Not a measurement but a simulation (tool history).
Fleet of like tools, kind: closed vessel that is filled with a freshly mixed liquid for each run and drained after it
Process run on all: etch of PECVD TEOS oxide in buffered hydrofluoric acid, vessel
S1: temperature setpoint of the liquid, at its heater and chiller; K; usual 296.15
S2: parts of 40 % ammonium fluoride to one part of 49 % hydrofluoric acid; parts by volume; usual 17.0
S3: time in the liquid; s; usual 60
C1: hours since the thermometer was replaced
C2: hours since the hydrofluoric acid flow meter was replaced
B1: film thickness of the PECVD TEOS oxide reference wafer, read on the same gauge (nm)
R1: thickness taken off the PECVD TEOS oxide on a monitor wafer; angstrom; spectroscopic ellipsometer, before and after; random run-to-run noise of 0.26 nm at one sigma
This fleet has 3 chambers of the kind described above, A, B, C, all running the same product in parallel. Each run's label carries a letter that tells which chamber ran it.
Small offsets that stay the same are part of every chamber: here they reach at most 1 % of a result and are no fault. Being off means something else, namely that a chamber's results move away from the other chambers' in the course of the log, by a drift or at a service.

run	hour	S1	S2	S3	C1	C2	B1	R1
1B	11.7	296.15	17.0	60	40.1	679.9	120.02	526.45
2C	23.0	296.15	17.0	60	408.4	610.9	120.01	531.98
3A	34.1	296.15	17.0	60	170.4	736.3	120.01	538.88
4A	41.5	296.15	17.0	60	177.8	743.7	119.98	535.75
5B	52.2	296.15	17.0	60	80.6	720.4	120.04	526.75
6C	67.1	296.15	17.0	60	452.5	655.0	120.03	533.75
7C	79.7	296.15	17.0	60	465.1	667.6	120.03	540.20
8B	86.9	296.15	17.0	60	115.3	755.1	119.99	532.34
9A	93.9	296.15	17.0	60	230.2	796.1	120.01	528.46
10B	108.5	296.15	17.0	60	136.9	776.7	119.97	528.43
11C	119.8	296.15	17.0	60	505.2	707.7	119.98	533.45
12A	134.4	296.15	17.0	60	270.7	836.6	120.02	535.71
13C	145.5	296.15	17.0	60	530.9	733.4	120.01	531.10
14A	152.5	296.15	17.0	60	288.8	854.7	120.00	538.98
15B	161.6	296.15	17.0	60	190.0	829.8	119.99	530.96
16B	169.8	296.15	17.0	60	198.2	838.0	119.98	531.50
17A	178.4	296.15	17.0	60	314.7	880.6	119.99	534.27
18C	187.0	296.15	17.0	60	572.4	774.9	119.99	528.58
# hour 187.5: chamber C: hydrofluoric acid flow meter replaced
19A	200.9	296.15	17.0	60	337.2	903.1	120.01	534.71
20C	210.0	296.15	17.0	60	595.4	22.5	120.02	527.81
21B	225.4	296.15	23.5	80	253.8	893.6	120.03	537.06
22B	241.0	296.15	23.5	80	269.4	909.2	120.01	543.08
23C	251.6	296.15	23.5	80	637.0	64.1	119.99	538.75
24A	262.5	296.15	17.0	90	398.8	964.7	120.01	802.79
25B	274.9	296.15	17.0	90	303.3	943.1	120.00	811.83
26C	283.8	296.15	17.0	90	669.2	96.3	120.00	803.98
27A	295.7	296.15	17.0	35	432.0	997.9	119.99	311.43
28C	309.4	296.15	17.0	35	694.8	121.9	119.98	307.79
29B	318.3	296.15	17.0	35	346.7	986.5	120.01	315.06
30A	327.3	296.15	17.0	60	463.6	1029.5	120.02	530.36
31A	338.3	296.15	17.0	60	474.6	1040.5	119.99	532.29
32B	346.7	296.15	17.0	60	375.1	1014.9	119.97	538.50
33C	353.8	296.15	17.0	60	739.2	166.3	120.02	528.35
34B	363.4	296.15	17.0	60	391.8	1031.6	120.02	536.71
35C	379.2	296.15	17.0	60	764.6	191.7	119.99	532.72
36A	393.6	296.15	17.0	60	529.9	1095.8	120.00	531.84
37A	406.2	296.15	17.0	60	542.5	1108.4	119.98	531.35
38B	420.4	296.15	17.0	60	448.8	1088.6	120.00	545.53
39C	431.4	296.15	17.0	60	816.8	243.9	120.02	533.34
40C	440.4	296.15	17.0	60	825.8	252.9	120.00	531.00
41B	451.2	296.15	17.0	60	479.6	1119.4	120.00	541.93

What goes on in this fleet: one chamber off, a drifting gauge, or nothing beyond the chambers' own small offsets? Name the chamber and the cause, if any.

It is chamber B that slowly wanders off from its peers.
Most likely cause: hydrofluoric acid flow above the setpoint (%) = 3.38.
With only this log, it may be confused with: liquid hotter than its thermometer reads (K).

Here are 4 candidates for chamber B's next run, each the usual settings with a change, their results left as question marks. Which one brings its results back in line with what the others give on the usual settings?
Counts as in line when no further than this from what the other chambers average on the usual settings: R1 9.00 angstrom
42B-1	462.5	296.15	16.0	60				?
42B-2	462.5	295.65	17.5	60				?
42B-3	462.5	296.15	16.5	60				?
42B-4	462.5	296.15	17.5	60				?

Usual-settings mean across the other chambers: R1 533.24 angstrom
run	R1
42B-1	579.68
42B-2	516.31
42B-3	562.41
42B-4	530.74
42B-4 puts the chamber back in line with the other chambers.
